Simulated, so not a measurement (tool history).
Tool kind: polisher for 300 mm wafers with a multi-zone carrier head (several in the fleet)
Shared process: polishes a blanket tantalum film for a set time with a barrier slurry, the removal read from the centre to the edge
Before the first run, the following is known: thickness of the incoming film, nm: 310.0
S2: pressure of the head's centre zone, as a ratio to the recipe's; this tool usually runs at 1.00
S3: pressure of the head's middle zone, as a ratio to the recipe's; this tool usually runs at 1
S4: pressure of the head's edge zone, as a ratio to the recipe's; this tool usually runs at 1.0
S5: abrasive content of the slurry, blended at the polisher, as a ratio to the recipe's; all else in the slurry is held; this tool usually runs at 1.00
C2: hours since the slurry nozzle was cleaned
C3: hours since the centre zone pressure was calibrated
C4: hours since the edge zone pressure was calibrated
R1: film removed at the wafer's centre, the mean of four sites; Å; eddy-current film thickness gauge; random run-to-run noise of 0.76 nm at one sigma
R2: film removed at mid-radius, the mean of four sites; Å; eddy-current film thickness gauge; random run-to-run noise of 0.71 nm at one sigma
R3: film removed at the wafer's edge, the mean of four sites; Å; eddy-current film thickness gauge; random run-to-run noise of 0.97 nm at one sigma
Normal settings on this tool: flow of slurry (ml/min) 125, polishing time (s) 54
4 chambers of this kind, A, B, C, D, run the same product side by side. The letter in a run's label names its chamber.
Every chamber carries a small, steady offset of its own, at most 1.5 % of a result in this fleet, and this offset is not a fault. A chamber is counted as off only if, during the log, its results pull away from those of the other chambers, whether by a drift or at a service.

Run 1C, day 0.446: usual settings; wafers polished on this pad 1046; C2 180.6; C3 237.4; C4 586.1. Result: R1 890.43 Å, R2 904.36 Å, R3 914.07 Å.
Run 2A, day 0.750: usual settings; wafers polished on this pad 766; C2 274.1; C3 1393.4; C4 38.8. Result: R1 883.15 Å, R2 887.32 Å, R3 887.79 Å.
Run 3B, day 1.179: usual settings; wafers polished on this pad 661; C2 292.7; C3 415.1; C4 245.2. Result: R1 882.02 Å, R2 906.33 Å, R3 891.34 Å.
Run 4D, day 1.425: usual settings; wafers polished on this pad 1026; C2 66.3; C3 361.5; C4 271.9. Result: R1 880.91 Å, R2 896.29 Å, R3 906.68 Å.
Run 5C, day 1.675: usual settings; wafers polished on this pad 1222; C2 210.1; C3 266.9; C4 615.6. Result: R1 889.08 Å, R2 900.34 Å, R3 908.33 Å.
At day 1.817: chamber A: centre zone pressure recalibrated.
Run 6B, day 1.921: usual settings but flow of slurry (ml/min) 145, S5 0.75; wafers polished on this pad 767; C2 310.5; C3 432.9; C4 263.0. Result: R1 836.27 Å, R2 845.59 Å, R3 818.87 Å.
Run 7A, day 2.183: usual settings but flow of slurry (ml/min) 145, S5 0.75; wafers polished on this pad 971; C2 308.5; C3 8.8; C4 73.2. Result: R1 847.26 Å, R2 833.26 Å, R3 842.88 Å.
At day 2.304: chamber C: worn pad replaced by a new one.
Run 8D, day 2.483: usual settings but flow of slurry (ml/min) 145, S5 0.75; wafers polished on this pad 1177; C2 91.7; C3 386.9; C4 297.3. Result: R1 849.71 Å, R2 851.35 Å, R3 852.67 Å.
At day 2.696: chamber A: worn pad replaced by a new one.
At day 2.746: chamber D: worn pad replaced by a new one.
Run 9B, day 2.775: usual settings but flow of slurry (ml/min) 145, S5 0.75; wafers polished on this pad 889; C2 331.0; C3 453.4; C4 283.5. Result: R1 834.85 Å, R2 847.07 Å, R3 845.44 Å.
Run 10D, day 3.079: usual settings; wafers polished on this pad 47; C2 106.0; C3 401.2; C4 311.6. Result: R1 897.01 Å, R2 907.92 Å, R3 891.12 Å.
Run 11A, day 3.442: usual settings; wafers polished on this pad 106; C2 338.7; C3 39.0; C4 103.4. Result: R1 901.38 Å, R2 889.24 Å, R3 904.06 Å.
Run 12C, day 3.758: usual settings; wafers polished on this pad 207; C2 260.1; C3 316.9; C4 665.6. Result: R1 878.92 Å, R2 894.47 Å, R3 892.82 Å.
Run 13C, day 4.083: usual settings; wafers polished on this pad 254; C2 267.9; C3 324.7; C4 673.4. Result: R1 897.97 Å, R2 886.69 Å, R3 916.34 Å.
Run 14D, day 4.346: usual settings; wafers polished on this pad 228; C2 136.4; C3 431.6; C4 342.0. Result: R1 893.07 Å, R2 898.44 Å, R3 890.89 Å.
Run 15B, day 4.750: usual settings; wafers polished on this pad 1171; C2 378.4; C3 500.8; C4 330.9. Result: R1 884.47 Å, R2 874.58 Å, R3 881.12 Å.
Run 16A, day 5.175: usual settings; wafers polished on this pad 354; C2 380.3; C3 80.6; C4 145.0. Result: R1 899.96 Å, R2 905.01 Å, R3 892.80 Å.
Run 17B, day 5.404: usual settings; wafers polished on this pad 1264; C2 394.1; C3 516.5; C4 346.6. Result: R1 869.27 Å, R2 884.69 Å, R3 874.69 Å.
Run 18D, day 5.854: usual settings but S2 0.88, polishing time (s) 42; wafers polished on this pad 443; C2 172.6; C3 467.8; C4 378.2. Result: R1 611.69 Å, R2 706.44 Å, R3 702.31 Å.
Run 19C, day 6.271: usual settings but S2 0.88, polishing time (s) 42; wafers polished on this pad 566; C2 320.4; C3 377.2; C4 725.9. Result: R1 610.79 Å, R2 687.12 Å, R3 702.22 Å.
Run 20A, day 6.754: usual settings but S2 0.88, polishing time (s) 42; wafers polished on this pad 579; C2 418.2; C3 118.5; C4 182.9. Result: R1 590.49 Å, R2 699.76 Å, R3 694.44 Å.
Run 21B, day 7.142: usual settings but S2 0.88, polishing time (s) 42; wafers polished on this pad 1513; C2 435.8; C3 558.2; C4 388.3. Result: R1 575.46 Å, R2 667.31 Å, R3 670.85 Å.
Run 22A, day 7.392: usual settings; wafers polished on this pad 670; C2 433.5; C3 133.8; C4 198.2. Result: R1 888.85 Å, R2 891.61 Å, R3 892.38 Å.
Run 23C, day 7.862: usual settings; wafers polished on this pad 794; C2 358.6; C3 415.4; C4 764.1. Result: R1 881.72 Å, R2 887.93 Å, R3 924.54 Å.
Run 24D, day 8.112: usual settings; wafers polished on this pad 766; C2 226.8; C3 522.0; C4 432.4. Result: R1 884.93 Å, R2 909.42 Å, R3 886.34 Å.
Run 25C, day 8.462: usual settings; wafers polished on this pad 879; C2 373.0; C3 429.8; C4 778.5. Result: R1 889.41 Å, R2 894.00 Å, R3 916.57 Å.
Run 26A, day 8.925: usual settings; wafers polished on this pad 889; C2 470.3; C3 170.6; C4 235.0. Result: R1 896.64 Å, R2 883.16 Å, R3 886.03 Å.

Next, every chamber runs the same settings. What will each give?
Run 27A, day 9.271: usual settings but S4 1.1. Result: R1 ?, R2 ?, R3 ?.
Run 27B, day 9.271: usual settings but S4 1.1. Result: R1 ?, R2 ?, R3 ?.
Run 27C, day 9.271: usual settings but S4 1.1. Result: R1 ?, R2 ?, R3 ?.
Run 27D, day 9.271: usual settings but S4 1.1. Result: R1 ?, R2 ?, R3 ?.

run      R1      R2      R3
27A  899.37  887.01  941.56
27B  838.77  825.38  887.44
27C  902.63  889.32  941.65
27D  893.10  897.31  952.51
